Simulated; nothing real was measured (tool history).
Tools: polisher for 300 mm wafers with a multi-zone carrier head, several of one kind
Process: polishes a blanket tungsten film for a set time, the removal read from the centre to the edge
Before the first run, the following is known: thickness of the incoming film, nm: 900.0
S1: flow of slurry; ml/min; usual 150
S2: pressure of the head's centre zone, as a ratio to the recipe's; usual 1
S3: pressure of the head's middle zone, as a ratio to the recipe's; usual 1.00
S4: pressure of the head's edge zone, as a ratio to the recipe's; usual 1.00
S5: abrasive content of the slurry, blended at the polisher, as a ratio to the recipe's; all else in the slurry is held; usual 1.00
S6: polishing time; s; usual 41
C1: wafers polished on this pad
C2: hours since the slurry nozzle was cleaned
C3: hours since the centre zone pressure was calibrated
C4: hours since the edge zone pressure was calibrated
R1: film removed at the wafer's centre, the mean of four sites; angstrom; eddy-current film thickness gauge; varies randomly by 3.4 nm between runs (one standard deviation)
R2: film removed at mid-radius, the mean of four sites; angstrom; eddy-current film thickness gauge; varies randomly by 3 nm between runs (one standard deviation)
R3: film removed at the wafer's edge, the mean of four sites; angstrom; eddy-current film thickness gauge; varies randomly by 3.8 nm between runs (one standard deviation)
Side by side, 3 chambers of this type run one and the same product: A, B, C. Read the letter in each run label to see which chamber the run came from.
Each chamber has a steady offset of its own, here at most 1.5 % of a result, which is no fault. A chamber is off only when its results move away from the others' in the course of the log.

Run 1C, hour 15.5: usual settings; C1 966; C2 184.2; C3 861.6; C4 241.0. Result: R1 2878.4 angstrom, R2 2899.6 angstrom, R3 2912.2 angstrom.
Run 2A, hour 25.6: usual settings; C1 544; C2 228.4; C3 467.8; C4 486.1. Result: R1 2921.9 angstrom, R2 2885.8 angstrom, R3 2907.8 angstrom.
At hour 29.8: chamber C: worn pad replaced by a new one.
Run 3B, hour 34.0: usual settings; C1 796; C2 492.5; C3 675.1; C4 138.8. Result: R1 2945.3 angstrom, R2 2876.8 angstrom, R3 2923.6 angstrom.
Run 4C, hour 41.7: usual settings; C1 148; C2 210.4; C3 887.8; C4 267.2. Result: R1 2819.6 angstrom, R2 2920.6 angstrom, R3 2943.3 angstrom.
At hour 46.0: chamber A: slurry nozzle cleaned.
Run 5A, hour 53.4: usual settings; C1 891; C2 7.4; C3 495.6; C4 513.9. Result: R1 2901.1 angstrom, R2 2917.9 angstrom, R3 2905.1 angstrom.
At hour 59.3: chamber B: worn pad replaced by a new one.
At hour 60.9: chamber A: worn pad replaced by a new one.
Run 6B, hour 62.3: usual settings; C1 38; C2 520.8; C3 703.4; C4 167.1. Result: R1 2894.3 angstrom, R2 2914.1 angstrom, R3 2874.6 angstrom.
Run 7B, hour 76.6: usual settings; C1 216; C2 535.1; C3 717.7; C4 181.4. Result: R1 2959.0 angstrom, R2 2923.5 angstrom, R3 2860.2 angstrom.
Run 8A, hour 90.0: usual settings but S3 1.06, S4 1.06; C1 363; C2 44.0; C3 532.2; C4 550.5. Result: R1 2841.5 angstrom, R2 3098.5 angstrom, R3 2910.9 angstrom.
At hour 99.4: chamber C: worn pad replaced by a new one.
At hour 100.3: chamber A: edge zone pressure recalibrated.
Run 9C, hour 100.5: usual settings but S3 1.06, S4 1.06; C1 14; C2 269.2; C3 946.6; C4 326.0. Result: R1 2818.2 angstrom, R2 3104.2 angstrom, R3 3000.6 angstrom.
Run 10B, hour 114.8: usual settings but S3 1.06, S4 1.06; C1 691; C2 573.3; C3 755.9; C4 219.6. Result: R1 2948.3 angstrom, R2 3025.5 angstrom, R3 2948.3 angstrom.
Run 11C, hour 124.3: usual settings; C1 311; C2 293.0; C3 970.4; C4 349.8. Result: R1 2916.3 angstrom, R2 2943.7 angstrom, R3 2889.7 angstrom.
At hour 131.2: chamber A: worn pad replaced by a new one.
Run 12A, hour 133.2: usual settings; C1 25; C2 87.2; C3 575.4; C4 33.0. Result: R1 2837.6 angstrom, R2 2923.1 angstrom, R3 2865.3 angstrom.
At hour 140.5: chamber B: worn pad replaced by a new one.
Run 13C, hour 148.1: usual settings; C1 607; C2 316.8; C3 994.2; C4 373.6. Result: R1 2801.8 angstrom, R2 2943.4 angstrom, R3 2867.5 angstrom.
Run 14B, hour 156.0: usual settings; C1 193; C2 614.5; C3 797.1; C4 260.8. Result: R1 2931.5 angstrom, R2 2865.3 angstrom, R3 2909.1 angstrom.
Run 15A, hour 167.5: usual settings but S4 0.95; C1 452; C2 121.5; C3 609.7; C4 67.3. Result: R1 2798.6 angstrom, R2 2899.4 angstrom, R3 2794.0 angstrom.
Run 16A, hour 178.3: usual settings but S4 0.95; C1 586; C2 132.3; C3 620.5; C4 78.1. Result: R1 2829.7 angstrom, R2 2881.8 angstrom, R3 2732.2 angstrom.
At hour 180.1: chamber C: worn pad replaced by a new one.
Run 17C, hour 185.6: usual settings but S4 0.95; C1 69; C2 354.3; C3 1031.7; C4 411.1. Result: R1 2939.7 angstrom, R2 2882.4 angstrom, R3 2844.1 angstrom.
Run 18B, hour 192.9: usual settings; C1 652; C2 651.4; C3 834.0; C4 297.7. Result: R1 2951.6 angstrom, R2 2848.5 angstrom, R3 2822.5 angstrom.
At hour 205.0: chamber B: slurry nozzle cleaned.
Run 19B, hour 205.6: usual settings; C1 810; C2 0.7; C3 846.7; C4 310.4. Result: R1 2950.6 angstrom, R2 2901.5 angstrom, R3 2899.3 angstrom.
Run 20C, hour 215.6: usual settings; C1 443; C2 384.3; C3 1061.7; C4 441.1. Result: R1 2849.5 angstrom, R2 2873.1 angstrom, R3 2839.1 angstrom.
At hour 220.4: chamber A: worn pad replaced by a new one.
At hour 224.4: chamber B: worn pad replaced by a new one.
Run 21A, hour 225.3: usual settings; C1 61; C2 179.3; C3 667.5; C4 125.1. Result: R1 2686.4 angstrom, R2 2900.1 angstrom, R3 2881.5 angstrom.
Run 22C, hour 237.2: usual settings; C1 712; C2 405.9; C3 1083.3; C4 462.7. Result: R1 2836.0 angstrom, R2 2880.4 angstrom, R3 2883.1 angstrom.
Run 23A, hour 250.7: usual settings but S4 0.92, S5 0.70; C1 377; C2 204.7; C3 692.9; C4 150.5. Result: R1 2488.8 angstrom, R2 2675.7 angstrom, R3 2526.6 angstrom.
At hour 251.0: chamber C: worn pad replaced by a new one.
At hour 255.5: chamber C: centre zone pressure recalibrated.
At hour 262.5: chamber C: slurry nozzle cleaned.
Run 24B, hour 263.1: usual settings but S4 0.92, S5 0.70; C1 482; C2 58.2; C3 904.2; C4 367.9. Result: R1 2636.8 angstrom, R2 2655.9 angstrom, R3 2560.1 angstrom.
Run 25B, hour 272.4: usual settings but S4 0.92, S5 0.70; C1 598; C2 67.5; C3 913.5; C4 377.2. Result: R1 2705.9 angstrom, R2 2639.4 angstrom, R3 2591.5 angstrom.
Run 26C, hour 281.2: usual settings but S1 200 ml/min; C1 377; C2 18.7; C3 25.8; C4 506.7. Result: R1 3003.2 angstrom, R2 2981.3 angstrom, R3 2909.7 angstrom.
Run 27A, hour 293.6: usual settings but S1 200 ml/min; C1 912; C2 247.6; C3 735.8; C4 193.4. Result: R1 2851.0 angstrom, R2 3064.3 angstrom, R3 2976.2 angstrom.
At hour 302.8: chamber B: worn pad replaced by a new one.
At hour 306.9: chamber A: worn pad replaced by a new one.
Run 28C, hour 308.7: usual settings but S1 200 ml/min; C1 719; C2 46.2; C3 53.3; C4 534.2. Result: R1 2992.4 angstrom, R2 3068.7 angstrom, R3 3002.3 angstrom.
At hour 312.3: chamber A: slurry nozzle cleaned.
Run 29B, hour 317.4: usual settings; C1 181; C2 112.5; C3 958.5; C4 422.2. Result: R1 2935.5 angstrom, R2 2921.4 angstrom, R3 2993.6 angstrom.
Run 30A, hour 325.9: usual settings; C1 237; C2 13.6; C3 768.1; C4 225.7. Result: R1 2728.6 angstrom, R2 2953.6 angstrom, R3 2864.9 angstrom.
At hour 334.5: chamber C: worn pad replaced by a new one.
Run 31C, hour 339.1: usual settings but S5 0.85, S6 34 s; C1 57; C2 76.6; C3 83.7; C4 564.6. Result: R1 2293.3 angstrom, R2 2320.4 angstrom, R3 2309.9 angstrom.
Run 32B, hour 350.1: usual settings but S5 0.85, S6 34 s; C1 588; C2 145.2; C3 991.2; C4 454.9. Result: R1 2339.3 angstrom, R2 2294.0 angstrom, R3 2299.6 angstrom.
Run 33A, hour 360.8: usual settings but S5 0.85, S6 34 s; C1 671; C2 48.5; C3 803.0; C4 260.6. Result: R1 2111.5 angstrom, R2 2351.4 angstrom, R3 2309.3 angstrom.
Run 34C, hour 368.8: usual settings; C1 427; C2 106.3; C3 113.4; C4 594.3. Result: R1 2930.0 angstrom, R2 2948.1 angstrom, R3 2932.9 angstrom.
At hour 379.7: chamber A: worn pad replaced by a new one.
Run 35B, hour 379.8: usual settings; C1 958; C2 174.9; C3 1020.9; C4 484.6. Result: R1 2936.4 angstrom, R2 2906.5 angstrom, R3 2912.9 angstrom.
Run 36A, hour 387.1: usual settings; C1 92; C2 74.8; C3 829.3; C4 286.9. Result: R1 2634.8 angstrom, R2 2939.9 angstrom, R3 2928.7 angstrom.
Run 37C, hour 401.4: usual settings; C1 833; C2 138.9; C3 146.0; C4 626.9. Result: R1 2925.8 angstrom, R2 2884.5 angstrom, R3 2867.5 angstrom.

Next, all 3 chambers run the settings below, one line each with question marks for the results. What does each chamber give?
Run 38A, hour 412.5: usual settings but S6 48 s. Result: R1 ?, R2 ?, R3 ?.
Run 38B, hour 412.5: usual settings but S6 48 s. Result: R1 ?, R2 ?, R3 ?.
Run 38C, hour 412.5: usual settings but S6 48 s. Result: R1 ?, R2 ?, R3 ?.

run      R1      R2      R3
38A  3031.0  3466.8  3426.9
38B  3411.4  3374.6  3419.3
38C  3272.3  3429.5  3308.8

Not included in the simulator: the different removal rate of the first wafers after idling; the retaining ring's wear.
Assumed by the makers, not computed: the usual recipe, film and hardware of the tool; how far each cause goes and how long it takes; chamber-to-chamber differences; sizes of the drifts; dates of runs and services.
